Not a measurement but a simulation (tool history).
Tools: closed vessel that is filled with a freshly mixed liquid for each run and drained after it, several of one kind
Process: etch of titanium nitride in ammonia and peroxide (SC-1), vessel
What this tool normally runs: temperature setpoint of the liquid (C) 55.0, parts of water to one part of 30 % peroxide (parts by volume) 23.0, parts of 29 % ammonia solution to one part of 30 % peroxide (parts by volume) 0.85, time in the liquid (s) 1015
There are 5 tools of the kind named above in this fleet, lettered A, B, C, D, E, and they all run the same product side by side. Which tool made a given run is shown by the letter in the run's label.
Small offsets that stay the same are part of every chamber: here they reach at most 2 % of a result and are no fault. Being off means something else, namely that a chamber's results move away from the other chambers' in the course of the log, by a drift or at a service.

run	hour	temperature setpoint of the liquid (C)	parts of water to one part of 30 % peroxide (parts by volume)	parts of 29 % ammonia solution to one part of 30 % peroxide (parts by volume)	time in the liquid (s)	hours since the thermometer was replaced	hours since the ammonia flow meter was replaced	hours since the drum of ammonia solution was connected	read-back film thickness of the titanium nitride reference wafer, read on the same gauge (nm)	thickness taken off the titanium nitride on a monitor wafer (nm)
1D	6.4	55.0	23.0	0.85	1015	1614.7	739.9	63.6	70.002	48.487
2C	12.8	55.0	23.0	0.85	1015	317.3	361.8	908.5	70.000	48.037
3A	19.2	55.0	23.0	0.85	1015	107.9	1896.2	477.1	70.012	47.965
4B	22.6	55.0	23.0	0.85	1015	2415.8	591.1	411.0	70.022	47.032
5E	26.9	55.0	23.0	0.85	1015	1802.6	1031.3	508.3	70.021	47.889
6E	30.4	55.0	32.0	0.85	1015	1806.1	1034.8	511.8	70.002	39.603
7B	34.9	55.0	32.0	0.85	1015	2428.1	603.4	423.3	70.007	39.457
# hour 40.6: chamber A: new drum of ammonia solution connected
8C	41.2	55.0	32.0	0.85	1015	345.7	390.2	936.9	69.990	39.872
9A	44.8	55.0	32.0	0.85	1015	133.5	1921.8	4.3	69.974	40.308
# hour 47.8: chamber C: new drum of ammonia solution connected
10D	48.5	55.0	32.0	0.85	1015	1656.8	782.0	105.7	69.996	40.508
11B	52.4	55.0	23.0	0.85	1015	2445.6	620.9	440.8	69.994	46.916
12C	56.1	55.0	23.0	0.85	1015	360.6	405.1	8.3	69.992	48.355
13A	59.8	55.0	23.0	0.85	1015	148.5	1936.8	19.3	70.002	47.777
# hour 60.2: chamber E: new drum of ammonia solution connected
14D	65.0	55.0	23.0	0.85	1015	1673.3	798.5	122.2	69.987	48.272
15E	71.4	63.0	23.0	0.85	1500	1847.1	1075.8	11.2	70.015	119.400
16D	74.6	63.0	23.0	0.85	1500	1682.9	808.1	131.8	69.960	124.750
17C	78.4	63.0	23.0	0.85	1500	382.9	427.4	30.6	70.003	120.550
18A	82.6	63.0	23.0	0.85	1500	171.3	1959.6	42.1	69.998	120.250
19B	87.7	63.0	23.0	0.85	1500	2480.9	656.2	476.1	70.028	119.190
20E	92.1	55.0	23.0	0.85	1015	1867.8	1096.5	31.9	69.997	47.782
21A	97.0	59.5	23.0	1.05	1015	185.7	1974.0	56.5	70.004	67.145
22D	100.0	59.5	23.0	1.05	1015	1708.3	833.5	157.2	70.002	70.019
# hour 102.4: chamber D: ammonia flow meter replaced
23E	104.0	59.5	23.0	1.05	1015	1879.7	1108.4	43.8	70.004	66.551
24B	107.3	59.5	23.0	1.05	1015	2500.5	675.8	495.7	69.986	65.022
25C	113.3	59.5	23.0	1.05	1015	417.8	462.3	65.5	69.979	66.472
26D	117.1	63.0	23.0	0.85	1015	1725.4	14.7	174.3	69.978	84.870
27E	123.3	63.0	23.0	0.85	1015	1899.0	1127.7	63.1	70.004	80.629
28C	128.4	63.0	23.0	0.85	1015	432.9	477.4	80.6	70.005	80.992
29B	134.4	63.0	23.0	0.85	1015	2527.6	702.9	522.8	70.007	81.341
30A	138.2	63.0	23.0	0.85	1015	226.9	2015.2	97.7	70.029	80.475
31B	142.7	55.0	23.0	0.85	1015	2535.9	711.2	531.1	69.998	47.951
32C	146.2	55.0	23.0	1.00	735	450.7	495.2	98.4	69.991	36.251
33A	151.8	55.0	23.0	1.00	735	240.5	2028.8	111.3	70.000	36.023
34D	155.6	55.0	23.0	1.00	735	1763.9	53.2	212.8	70.009	38.527
35E	158.9	55.0	23.0	1.00	735	1934.6	1163.3	98.7	70.014	36.142
36D	162.7	55.0	23.0	1.00	735	1771.0	60.3	219.9	69.997	38.532
37B	166.5	55.0	23.0	1.05	1330	2559.7	735.0	554.9	70.011	63.625
38E	171.3	55.0	23.0	1.05	1330	1947.0	1175.7	111.1	70.000	65.505
39C	174.4	55.0	23.0	1.05	1330	478.9	523.4	126.6	69.997	65.235
40A	177.6	55.0	23.0	1.05	1330	266.3	2054.6	137.1	69.988	65.879

For the next run the whole fleet of 5 chambers uses the same settings. Give each chamber's results:
41A	182.4	55.0	17.5	0.85	1015					?
41B	182.4	55.0	17.5	0.85	1015					?
41C	182.4	55.0	17.5	0.85	1015					?
41D	182.4	55.0	17.5	0.85	1015					?
41E	182.4	55.0	17.5	0.85	1015					?

run	thickness taken off the titanium nitride on a monitor wafer (nm)
41A	56.005
41B	54.479
41C	55.448
41D	61.021
41E	55.595
